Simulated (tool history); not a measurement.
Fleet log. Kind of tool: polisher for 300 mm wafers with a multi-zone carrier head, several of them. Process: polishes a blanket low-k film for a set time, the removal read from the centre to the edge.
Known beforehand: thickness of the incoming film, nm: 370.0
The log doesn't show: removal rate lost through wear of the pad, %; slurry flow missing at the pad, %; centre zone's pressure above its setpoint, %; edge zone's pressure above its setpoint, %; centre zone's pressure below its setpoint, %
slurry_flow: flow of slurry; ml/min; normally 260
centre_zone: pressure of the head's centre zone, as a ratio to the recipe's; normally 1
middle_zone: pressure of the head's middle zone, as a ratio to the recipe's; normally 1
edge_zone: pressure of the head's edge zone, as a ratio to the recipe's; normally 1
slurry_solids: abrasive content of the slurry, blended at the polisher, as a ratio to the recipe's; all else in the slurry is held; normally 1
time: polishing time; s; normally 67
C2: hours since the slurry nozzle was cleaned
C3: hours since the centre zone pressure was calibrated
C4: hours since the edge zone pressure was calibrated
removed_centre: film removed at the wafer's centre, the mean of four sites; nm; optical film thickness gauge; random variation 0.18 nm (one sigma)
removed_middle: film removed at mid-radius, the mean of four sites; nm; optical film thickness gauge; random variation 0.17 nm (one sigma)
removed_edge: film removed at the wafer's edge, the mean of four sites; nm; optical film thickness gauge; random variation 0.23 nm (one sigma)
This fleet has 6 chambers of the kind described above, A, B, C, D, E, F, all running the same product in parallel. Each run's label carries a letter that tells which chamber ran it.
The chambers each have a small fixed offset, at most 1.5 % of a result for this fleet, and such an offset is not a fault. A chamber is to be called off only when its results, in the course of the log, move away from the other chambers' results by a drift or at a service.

At hour 4.1: chamber C: worn pad replaced by a new one.
Run 1D, hour 4.2: usual settings; wafers polished on this pad 667; C2 412.8; C3 228.3; C4 457.9. Result: removed_centre 18.293 nm, removed_middle 18.111 nm, removed_edge 18.031 nm.
Run 2B, hour 8.2: usual settings; wafers polished on this pad 587; C2 248.9; C3 364.5; C4 290.2. Result: removed_centre 18.483 nm, removed_middle 18.173 nm, removed_edge 18.096 nm.
Run 3A, hour 11.6: usual settings; wafers polished on this pad 1077; C2 556.2; C3 631.6; C4 207.6. Result: removed_centre 18.099 nm, removed_middle 18.4 nm, removed_edge 17.828 nm.
Run 4E, hour 15.2: usual settings; wafers polished on this pad 475; C2 535.1; C3 704.4; C4 320.4. Result: removed_centre 18.186 nm, removed_middle 18.295 nm, removed_edge 18.057 nm.
Run 5F, hour 19.8: usual settings but slurry_flow 175 ml/min, centre_zone 1.06; wafers polished on this pad 719; C2 290.2; C3 343; C4 270.4. Result: removed_centre 17.846 nm, removed_middle 17.203 nm, removed_edge 17.585 nm.
Run 6C, hour 22.4: usual settings but slurry_flow 175 ml/min, centre_zone 1.06; wafers polished on this pad 241; C2 637.4; C3 839.7; C4 425.1. Result: removed_centre 18.078 nm, removed_middle 17.137 nm, removed_edge 17.207 nm.
At hour 22.5: chamber F: worn pad replaced by a new one.
Run 7D, hour 24.9: usual settings but slurry_flow 175 ml/min, centre_zone 1.06; wafers polished on this pad 941; C2 433.5; C3 249; C4 478.6. Result: removed_centre 18.269 nm, removed_middle 16.885 nm, removed_edge 17.166 nm.
At hour 26.3: chamber C: slurry nozzle cleaned.
Run 8A, hour 27.4: usual settings but slurry_flow 175 ml/min, centre_zone 1.06; wafers polished on this pad 1285; C2 572; C3 647.4; C4 223.4. Result: removed_centre 18.01 nm, removed_middle 17.3 nm, removed_edge 16.804 nm.
At hour 30.4: chamber B: worn pad replaced by a new one.
Run 9E, hour 31.9: usual settings but slurry_flow 175 ml/min, centre_zone 1.06; wafers polished on this pad 695; C2 551.8; C3 721.1; C4 337.1. Result: removed_centre 17.862 nm, removed_middle 16.905 nm, removed_edge 17.297 nm.
Run 10B, hour 34.6: usual settings but slurry_flow 175 ml/min, centre_zone 1.06; wafers polished on this pad 56; C2 275.3; C3 390.9; C4 316.6. Result: removed_centre 18.578 nm, removed_middle 17.319 nm, removed_edge 17.865 nm.
At hour 38.7: chamber A: worn pad replaced by a new one.
Run 11C, hour 38.9: usual settings; wafers polished on this pad 459; C2 12.6; C3 856.2; C4 441.6. Result: removed_centre 18.5 nm, removed_middle 18.147 nm, removed_edge 17.66 nm.
At hour 42.4: chamber D: worn pad replaced by a new one.
Run 12F, hour 43.6: usual settings; wafers polished on this pad 279; C2 314; C3 366.8; C4 294.2. Result: removed_centre 18.189 nm, removed_middle 18.19 nm, removed_edge 18.167 nm.
Run 13D, hour 46.1: usual settings; wafers polished on this pad 50; C2 454.7; C3 270.2; C4 499.8. Result: removed_centre 17.821 nm, removed_middle 18.113 nm, removed_edge 17.846 nm.
Run 14E, hour 49.4: usual settings; wafers polished on this pad 927; C2 569.3; C3 738.6; C4 354.6. Result: removed_centre 17.902 nm, removed_middle 18.002 nm, removed_edge 18.278 nm.
Run 15A, hour 52: usual settings; wafers polished on this pad 175; C2 596.6; C3 672; C4 248. Result: removed_centre 18.313 nm, removed_middle 18.389 nm, removed_edge 18.055 nm.
Run 16F, hour 56.2: usual settings; wafers polished on this pad 445; C2 326.6; C3 379.4; C4 306.8. Result: removed_centre 18.149 nm, removed_middle 18.103 nm, removed_edge 18.525 nm.
Run 17C, hour 59.8: usual settings; wafers polished on this pad 735; C2 33.5; C3 877.1; C4 462.5. Result: removed_centre 18.32 nm, removed_middle 18.107 nm, removed_edge 17.835 nm.
At hour 62.1: chamber D: slurry nozzle cleaned.
Run 18B, hour 63.9: usual settings but slurry_flow 345 ml/min; wafers polished on this pad 443; C2 304.6; C3 420.2; C4 345.9. Result: removed_centre 19.109 nm, removed_middle 18.683 nm, removed_edge 18.167 nm.
At hour 67.4: chamber B: centre zone pressure recalibrated.
Run 19C, hour 68.3: usual settings but slurry_flow 345 ml/min; wafers polished on this pad 847; C2 42; C3 885.6; C4 471. Result: removed_centre 19.203 nm, removed_middle 18.647 nm, removed_edge 18.362 nm.
Run 20D, hour 72.9: usual settings but slurry_flow 345 ml/min; wafers polished on this pad 403; C2 10.9; C3 297; C4 526.6. Result: removed_centre 18.386 nm, removed_middle 18.259 nm, removed_edge 18.841 nm.
At hour 76.2: chamber F: worn pad replaced by a new one.
Run 21F, hour 77.5: usual settings but slurry_flow 345 ml/min; wafers polished on this pad 18; C2 347.9; C3 400.7; C4 328.1. Result: removed_centre 18.743 nm, removed_middle 18.809 nm, removed_edge 18.777 nm.
At hour 78.6: chamber A: slurry nozzle cleaned.
Run 22B, hour 80.9: usual settings but slurry_flow 345 ml/min; wafers polished on this pad 667; C2 321.6; C3 13.5; C4 362.9. Result: removed_centre 18.908 nm, removed_middle 18.415 nm, removed_edge 18.607 nm.
At hour 83.1: chamber B: worn pad replaced by a new one.
Run 23E, hour 85.9: usual settings but slurry_flow 345 ml/min; wafers polished on this pad 1408; C2 605.8; C3 775.1; C4 391.1. Result: removed_centre 17.654 nm, removed_middle 18.063 nm, removed_edge 18.26 nm.
At hour 87.2: chamber E: worn pad replaced by a new one.
At hour 89: chamber B: slurry nozzle cleaned.
Run 24A, hour 89: usual settings; wafers polished on this pad 664; C2 10.5; C3 709; C4 285. Result: removed_centre 18.381 nm, removed_middle 18.27 nm, removed_edge 18.292 nm.
Run 25B, hour 92.4: usual settings; wafers polished on this pad 122; C2 3.4; C3 25; C4 374.4. Result: removed_centre 18.415 nm, removed_middle 17.98 nm, removed_edge 18.084 nm.
Run 26F, hour 97.2: usual settings; wafers polished on this pad 278; C2 367.6; C3 420.4; C4 347.8. Result: removed_centre 18.143 nm, removed_middle 18.159 nm, removed_edge 18.305 nm.
Run 27A, hour 102.2: usual settings; wafers polished on this pad 838; C2 23.7; C3 722.2; C4 298.2. Result: removed_centre 18.017 nm, removed_middle 18 nm, removed_edge 17.986 nm.
At hour 103.9: chamber C: worn pad replaced by a new one.
Run 28C, hour 105.1: usual settings but centre_zone 1.06, slurry_solids 1.25; wafers polished on this pad 16; C2 78.8; C3 922.4; C4 507.8. Result: removed_centre 21.477 nm, removed_middle 19.723 nm, removed_edge 19.783 nm.
Run 29E, hour 108.4: usual settings but centre_zone 1.06, slurry_solids 1.25; wafers polished on this pad 280; C2 628.3; C3 797.6; C4 413.6. Result: removed_centre 20.095 nm, removed_middle 19.52 nm, removed_edge 19.463 nm.
Run 30D, hour 112.9: usual settings but centre_zone 1.06, slurry_solids 1.25; wafers polished on this pad 932; C2 50.9; C3 337; C4 566.6. Result: removed_centre 21.222 nm, removed_middle 19.888 nm, removed_edge 19.725 nm.
Run 31C, hour 116.1: usual settings but centre_zone 1.06, slurry_solids 1.25; wafers polished on this pad 161; C2 89.8; C3 933.4; C4 518.8. Result: removed_centre 21.541 nm, removed_middle 20.106 nm, removed_edge 19.992 nm.
Run 32D, hour 119.4: usual settings but centre_zone 1.06, slurry_solids 1.25; wafers polished on this pad 1017; C2 57.4; C3 343.5; C4 573.1. Result: removed_centre 21.185 nm, removed_middle 19.666 nm, removed_edge 20.055 nm.
Run 33E, hour 124.4: usual settings but centre_zone 1.06, slurry_solids 1.25; wafers polished on this pad 492; C2 644.3; C3 813.6; C4 429.6. Result: removed_centre 20.347 nm, removed_middle 19.048 nm, removed_edge 19.237 nm.
Run 34A, hour 128.1: usual settings; wafers polished on this pad 1180; C2 49.6; C3 748.1; C4 324.1. Result: removed_centre 17.644 nm, removed_middle 18.324 nm, removed_edge 18.4 nm.
At hour 130: chamber D: worn pad replaced by a new one.
At hour 130.1: chamber F: worn pad replaced by a new one.
Run 35F, hour 133: usual settings; wafers polished on this pad 39; C2 403.4; C3 456.2; C4 383.6. Result: removed_centre 18.06 nm, removed_middle 18.128 nm, removed_edge 17.897 nm.
Run 36B, hour 138.3: usual settings; wafers polished on this pad 728; C2 49.3; C3 70.9; C4 420.3. Result: removed_centre 18.408 nm, removed_middle 18.058 nm, removed_edge 18.24 nm.
Run 37D, hour 142.8: usual settings; wafers polished on this pad 169; C2 80.8; C3 366.9; C4 596.5. Result: removed_centre 18.209 nm, removed_middle 17.872 nm, removed_edge 18.245 nm.
Run 38A, hour 146.8: usual settings; wafers polished on this pad 1427; C2 68.3; C3 766.8; C4 342.8. Result: removed_centre 17.814 nm, removed_middle 18.357 nm, removed_edge 18.063 nm.

Each of the 6 chambers runs these same settings next. Fill in every chamber's results:
Run 39A, hour 150.7: usual settings. Result: removed_centre ?, removed_middle ?, removed_edge ?.
Run 39B, hour 150.7: usual settings. Result: removed_centre ?, removed_middle ?, removed_edge ?.
Run 39C, hour 150.7: usual settings. Result: removed_centre ?, removed_middle ?, removed_edge ?.
Run 39D, hour 150.7: usual settings. Result: removed_centre ?, removed_middle ?, removed_edge ?.
Run 39E, hour 150.7: usual settings. Result: removed_centre ?, removed_middle ?, removed_edge ?.
Run 39F, hour 150.7: usual settings. Result: removed_centre ?, removed_middle ?, removed_edge ?.

run  removed_centre  removed_middle  removed_edge
39A          17.952          18.358        17.566
39B          18.397          18.149         18.07
39C          18.126          18.132        17.384
39D          18.199          18.031        18.456
39E          16.258          16.841        17.567
39F          18.205          18.556        18.432
